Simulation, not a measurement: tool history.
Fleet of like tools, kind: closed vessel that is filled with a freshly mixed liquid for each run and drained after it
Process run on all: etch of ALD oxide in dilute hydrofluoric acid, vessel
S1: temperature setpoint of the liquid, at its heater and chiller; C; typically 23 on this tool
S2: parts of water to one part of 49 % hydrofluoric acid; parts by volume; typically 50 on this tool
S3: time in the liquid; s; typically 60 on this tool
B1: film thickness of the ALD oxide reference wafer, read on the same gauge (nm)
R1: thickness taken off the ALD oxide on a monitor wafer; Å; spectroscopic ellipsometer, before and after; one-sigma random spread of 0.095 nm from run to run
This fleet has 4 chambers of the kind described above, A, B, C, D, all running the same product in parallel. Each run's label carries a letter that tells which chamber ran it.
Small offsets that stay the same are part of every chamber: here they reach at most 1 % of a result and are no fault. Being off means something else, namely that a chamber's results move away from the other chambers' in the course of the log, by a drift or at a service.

| run | hour | S1 | S2 | S3 | B1 | R1 |
|---|---|---|---|---|---|---|
| 1D | 10.7 | 23 | 50 | 60 | 40.01 | 119.97 |
| 2C | 24.3 | 23 | 50 | 60 | 40.001 | 120.86 |
| 3B | 38.7 | 23 | 50 | 60 | 40.036 | 119.47 |
| 4A | 46.3 | 23 | 50 | 60 | 40.027 | 120.14 |
| 5A | 54.1 | 23 | 50 | 60 | 39.976 | 120.04 |
| 6B | 64.9 | 23 | 50 | 60 | 40.018 | 119.38 |
| 7C | 73.8 | 23 | 50 | 60 | 40.008 | 121.71 |
|  | 77.5 | chamber D: hydrofluoric acid flow meter replaced |
| 8D | 81.1 | 23 | 60 | 60 | 40.017 | 98.323 |
| 9B | 89.9 | 23 | 60 | 60 | 40.029 | 97.778 |
| 10A | 100.7 | 23 | 60 | 60 | 39.967 | 97.491 |
| 11C | 114.2 | 23 | 60 | 60 | 39.996 | 101.59 |
| 12D | 124.8 | 23 | 50 | 60 | 39.977 | 118.56 |
| 13C | 136.7 | 23 | 75 | 60 | 40.011 | 78.837 |
| 14D | 149.5 | 23 | 75 | 60 | 39.963 | 75.179 |
| 15B | 157.2 | 23 | 75 | 60 | 39.98 | 76.6 |
| 16A | 169.5 | 23 | 75 | 60 | 40.017 | 76.213 |
| 17A | 177.6 | 23 | 50 | 60 | 39.994 | 119.16 |
| 18C | 188.1 | 23 | 75 | 60 | 40.06 | 79.806 |
| 19B | 200.6 | 23 | 75 | 60 | 40.004 | 77.019 |
| 20D | 209.3 | 23 | 75 | 60 | 39.958 | 74.508 |
|  | 218.7 | chamber A: thermometer replaced |
| 21D | 221.4 | 23 | 75 | 60 | 40.006 | 73.443 |
|  | 230.2 | chamber B: hydrofluoric acid flow meter replaced |
| 22A | 236.3 | 23 | 50 | 60 | 40.016 | 118.55 |
|  | 247.6 | chamber C: hydrofluoric acid flow meter replaced |
| 23B | 248.3 | 23 | 50 | 60 | 39.976 | 119.36 |
| 24C | 259.9 | 23 | 50 | 60 | 39.985 | 121.71 |

Does one chamber stand apart from the rest, does the shared gauge drift, or is all well apart from small per-chamber offsets? Give the chamber and the most likely cause, where there is one.

Little by little, chamber D moves away from the other chambers.
Likeliest cause: liquid colder than its thermometer reads (K) = 1.61.

Which of the 4 candidates below, each the usual settings with something changed and its results left as question marks, puts chamber D back in line with what the other chambers give on the usual settings?
Maximum distance from the other chambers' mean on the usual settings for a result to count as in line: R1 3.3 Å
| 25D-1 | 270.8 | 24.5 | 50 | 60 |  | ? |
| 25D-2 | 270.8 | 22.5 | 50 | 55 |  | ? |
| 25D-3 | 270.8 | 21.5 | 50 | 60 |  | ? |
| 25D-4 | 270.8 | 23 | 45 | 60 |  | ? |

Other chambers, usual settings, mean: R1 120.03 Å
| run | R1 |
|---|---|
| 25D-1 | 120.22 |
| 25D-2 | 101.31 |
| 25D-3 | 105.94 |
| 25D-4 | 126.22 |
25D-1 is the one that brings the chamber's results back in line with the other chambers.

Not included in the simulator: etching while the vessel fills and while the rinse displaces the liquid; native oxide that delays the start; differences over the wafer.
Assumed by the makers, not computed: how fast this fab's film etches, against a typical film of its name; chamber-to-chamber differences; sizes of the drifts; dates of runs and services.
